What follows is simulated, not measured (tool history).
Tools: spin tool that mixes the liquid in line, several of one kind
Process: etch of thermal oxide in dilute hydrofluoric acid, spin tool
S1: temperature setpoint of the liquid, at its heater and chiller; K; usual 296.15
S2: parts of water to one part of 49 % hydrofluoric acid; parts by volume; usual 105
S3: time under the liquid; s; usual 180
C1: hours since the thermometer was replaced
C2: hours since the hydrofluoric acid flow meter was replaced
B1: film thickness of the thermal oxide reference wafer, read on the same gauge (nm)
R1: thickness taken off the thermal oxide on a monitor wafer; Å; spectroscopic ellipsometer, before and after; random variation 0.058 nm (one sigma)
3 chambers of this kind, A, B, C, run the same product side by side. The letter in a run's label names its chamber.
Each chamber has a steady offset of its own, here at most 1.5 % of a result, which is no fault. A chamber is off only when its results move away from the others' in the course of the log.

run   hour      S1   S2   S3      C1     C2      B1      R1
 1B    7.8  296.15  105  180    89.5  664.7  39.946  76.193
 2C   14.6  296.15  105  180  1208.9   96.7  39.985  74.407
 3A   19.9  296.15  105  180   726.2  670.9   39.97  74.912
 4C   27.6  296.15  105  180  1221.9  109.7  39.959  74.937
 5A   33.6  296.15  105  180   739.9  684.6  40.054  75.011
 6B   40.5  296.15  105  180   122.2  697.4  40.006  76.138
 7B   47.8  296.15  105  180   129.5  704.7  39.996  75.463
 8A   55.2  296.15  105  240   761.5  706.2  39.999  99.384
 9C   59.3  296.15  105  240  1253.6  141.4  39.989   99.34
10C   66.3  296.15  105  240  1260.6  148.4  40.009  100.32
11B     71  296.15  105  180   152.7  727.9  39.992  75.483
12A   75.6  296.15  105  180   781.9  726.6  40.015  77.134
13C   83.6  296.15  105  180  1277.9  165.7  40.012  75.452
14B   90.9  296.15  105  180   172.6  747.8  40.021  76.281
15A   97.6  296.15  105  180   803.9  748.6  40.053  77.482
16C  104.2  296.15  105  255  1298.5  186.3  40.026  107.37
17B  109.2  296.15  105  255   190.9  766.1  39.999   108.7
18A  116.4  296.15  105  255   822.7  767.4  40.009  110.51
19C  124.2  296.15  105  180  1318.5  206.3  40.025  75.384
20B  129.1  296.15  105  180   210.8    786   39.97  75.622
21A  135.9  296.15  105  180   842.2  786.9  39.942  80.651
22B  140.7  296.15  105  180   222.4  797.6  40.025  74.994
23A  147.8  296.15  105  180   854.1  798.8  40.009  80.127
24C    153  296.15  150  225  1347.3  235.1  39.975  62.392
25C  158.7  296.15  150  225    1353  240.8  40.007  62.656
26A  166.2  296.15  150  225   872.5  817.2  40.013  65.482
27B  172.4  300.15  120  180   254.1  829.3  39.985  76.537
28B  178.5  300.15  120  180   260.2  835.4  39.969  75.299
29A  183.5  300.15  120  180   889.8  834.5  40.006  80.518
30C  188.3  296.15  105  180  1382.6  270.4  39.981  74.552
31C  192.2  300.15  105  180  1386.5  274.3   39.98  88.508
32A  198.9  300.15  105  180   905.2  849.9  39.995  95.228
33B    206  300.15  105  180   287.7  862.9   39.99   88.92

Is one chamber off against the others, does the gauge drift, or is nothing wrong? If a chamber is off, say which, and what the likeliest cause is.

Chamber A drifts away from the others.
Cause: hydrofluoric acid flow above the setpoint (%) = 8.04.
The log may not tell that from: liquid hotter than its thermometer reads (K).

Here are 4 candidates for chamber A's next run, each the usual settings with a change, their results left as question marks. Which one brings its results back in line with what the others give on the usual settings?
In line means no further than this from the other chambers' mean on the usual settings: R1 2 Å
34A-1  211.7  296.15  105  195               ?
34A-2  211.7  296.15  105  185               ?
34A-3  211.7  296.15  105  175               ?
34A-4  211.7  294.15  105  180               ?

The other chambers' mean on the usual settings: R1 75.37 Å
  run      R1
34A-1  88.372
34A-2   83.84
34A-3  79.308
34A-4  75.296
34A-4 brings the chamber back in line.
